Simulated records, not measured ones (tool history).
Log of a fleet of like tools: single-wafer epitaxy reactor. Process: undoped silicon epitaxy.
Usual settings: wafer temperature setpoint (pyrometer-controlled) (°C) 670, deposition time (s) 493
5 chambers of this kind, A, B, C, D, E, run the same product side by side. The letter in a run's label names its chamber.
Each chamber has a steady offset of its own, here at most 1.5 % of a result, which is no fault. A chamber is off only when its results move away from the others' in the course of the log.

run  hour  wafer temperature setpoint (pyrometer-controlled) (°C)  deposition time (s)  read-back reference wafer on the same gauge, thickness_nm  mean film thickness on the monitor wafer (nm)
 1A   4.4                                                     670                  493                                                     126.87                                        126.690
 2E   6.6                                                     670                  493                                                     126.87                                        125.880
 3B   8.8                                                     670                  493                                                     126.91                                        127.790
 4C  11.2                                                     670                  493                                                     126.96                                        127.440
 5D  13.9                                                     670                  493                                                     126.93                                        127.370
 6A  17.9                                                     670                  493                                                     127.14                                        126.770
 7D  21.3                                                     670                  493                                                     126.99                                        128.980
 8B  24.6                                                     670                  493                                                     126.90                                        127.280
 9C  26.6                                                     670                  493                                                     127.16                                        128.690
     30.7  -- chamber D: pyrometer calibrated
10E  30.9                                                     670                  493                                                     126.98                                        126.250
11E  32.8                                                     670                  493                                                     127.02                                        125.020
12D  36.6                                                     670                  493                                                     126.93                                        135.270
13C  40.7                                                     670                  493                                                     126.81                                        127.270
14B  43.3                                                     670                  493                                                     126.89                                        128.880
15A  47.2                                                     670                  493                                                     126.92                                        125.240
16E  51.4                                                     670                  493                                                     127.07                                        125.550
17A  53.4                                                     670                  493                                                     127.15                                        127.170
18B  56.9                                                     659                  442                                                     126.92                                         90.687
19C  60.0                                                     659                  442                                                     126.84                                         90.646
20D  62.9                                                     659                  442                                                     126.92                                         97.051
21C  66.9                                                     659                  442                                                     126.97                                         90.345
22D  69.5                                                     659                  442                                                     127.07                                         98.098
23A  72.7                                                     670                  493                                                     127.10                                        127.000
24B  75.1                                                     670                  493                                                     126.94                                        127.980
25E  78.0                                                     683                  493                                                     126.97                                        163.610
26D  80.8                                                     683                  493                                                     127.07                                        177.430
27B  82.8                                                     683                  493                                                     126.84                                        166.950
28A  85.9                                                     683                  493                                                     126.99                                        165.640
29C  88.8                                                     683                  493                                                     127.15                                        166.400
30E  92.7                                                     670                  493                                                     126.92                                        124.540
31B  96.0                                                     680                  537                                                     126.71                                        171.410

All 5 chambers run these settings next. Forecast each chamber's results:
32A  99.1                                                     670                  493                                                                                                         ?
32B  99.1                                                     670                  493                                                                                                         ?
32C  99.1                                                     670                  493                                                                                                         ?
32D  99.1                                                     670                  493                                                                                                         ?
32E  99.1                                                     670                  493                                                                                                         ?

run  mean film thickness on the monitor wafer (nm)
32A                                        126.950
32B                                        127.890
32C                                        127.120
32D                                        137.020
32E                                        125.240
